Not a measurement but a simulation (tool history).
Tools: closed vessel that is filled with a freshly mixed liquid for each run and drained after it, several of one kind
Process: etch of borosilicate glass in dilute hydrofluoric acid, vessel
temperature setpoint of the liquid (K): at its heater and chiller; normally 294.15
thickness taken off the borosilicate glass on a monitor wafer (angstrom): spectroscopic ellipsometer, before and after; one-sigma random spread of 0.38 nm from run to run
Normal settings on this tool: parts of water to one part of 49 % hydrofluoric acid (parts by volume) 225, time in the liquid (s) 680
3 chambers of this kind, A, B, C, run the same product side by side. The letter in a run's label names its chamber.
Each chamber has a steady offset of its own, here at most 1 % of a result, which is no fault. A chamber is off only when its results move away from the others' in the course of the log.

run	day	temperature setpoint of the liquid (K)	parts of water to one part of 49 % hydrofluoric acid (parts by volume)	time in the liquid (s)	read-back film thickness of the borosilicate glass reference wafer, read on the same gauge (nm)	thickness taken off the borosilicate glass on a monitor wafer (angstrom)
1B	0.225	294.15	225	680	79.971	400.55
2C	0.354	294.15	225	680	80.016	391.62
3A	0.588	294.15	225	680	80.02	396.31
4A	0.842	294.15	225	680	80.034	396.52
5B	1.104	294.15	225	680	79.957	389.76
6C	1.296	294.15	225	680	80.052	401.9
7A	1.425	294.15	225	680	79.999	399.04
8C	1.712	294.15	225	680	80.007	397.79
9B	1.996	294.15	225	680	79.969	394.08
10A	2.229	294.15	225	680	79.97	394.38
11B	2.412	294.15	225	680	80.028	390.42
12C	2.567	294.15	225	680	80.022	392.85
13A	2.754	294.15	225	680	79.984	394.98
14B	3	291.65	225	680	80.001	353.77
15C	3.258	291.65	225	680	80.019	365.33
16B	3.504	291.65	225	680	79.981	349.77
17A	3.725	294.15	225	680	80.017	400.64
18C	3.962	294.15	225	680	80.025	390.13
19B	4.167	294.15	225	680	79.997	388.33
20C	4.388	294.15	225	680	80.035	397.77
21A	4.625	294.15	225	680	79.987	398.13
22A	4.775	294.15	225	680	80.019	403.67
23C	4.925	294.15	225	680	80.028	405.07
24B	5.108	294.15	225	680	79.994	377.96
25B	5.271	294.15	225	680	80.007	374.28
26C	5.417	294.15	225	680	79.992	390.88
27A	5.671	294.15	225	680	80.041	396.03
28B	5.958	294.15	225	680	80.024	371.76
29C	6.208	294.15	225	680	79.943	398.84
30A	6.371	294.15	225	680	79.992	397.98
31B	6.642	296.65	225	345	80.009	203.75
32C	6.871	296.65	225	345	80.031	219.86
33A	7.012	296.65	225	345	79.987	218.09
34B	7.146	294.15	225	680	79.976	366.53
35A	7.325	294.15	225	680	79.988	389.91
36C	7.512	294.15	225	680	80.01	397.59
37A	7.692	294.15	225	375	79.961	217.47
38B	7.821	294.15	225	375	80.02	197.69
39C	8.012	294.15	225	375	79.982	218.55
40A	8.188	294.15	225	680	80.006	392.37
41B	8.35	294.15	225	680	79.982	360.1
42C	8.588	294.15	225	680	79.984	396.28

All 3 chambers run these settings next. Forecast each chamber's results:
43A	8.796	294.15	225	680		?
43B	8.796	294.15	225	680		?
43C	8.796	294.15	225	680		?

run	thickness taken off the borosilicate glass on a monitor wafer (angstrom)
43A	396.9
43B	350.03
43C	396.52
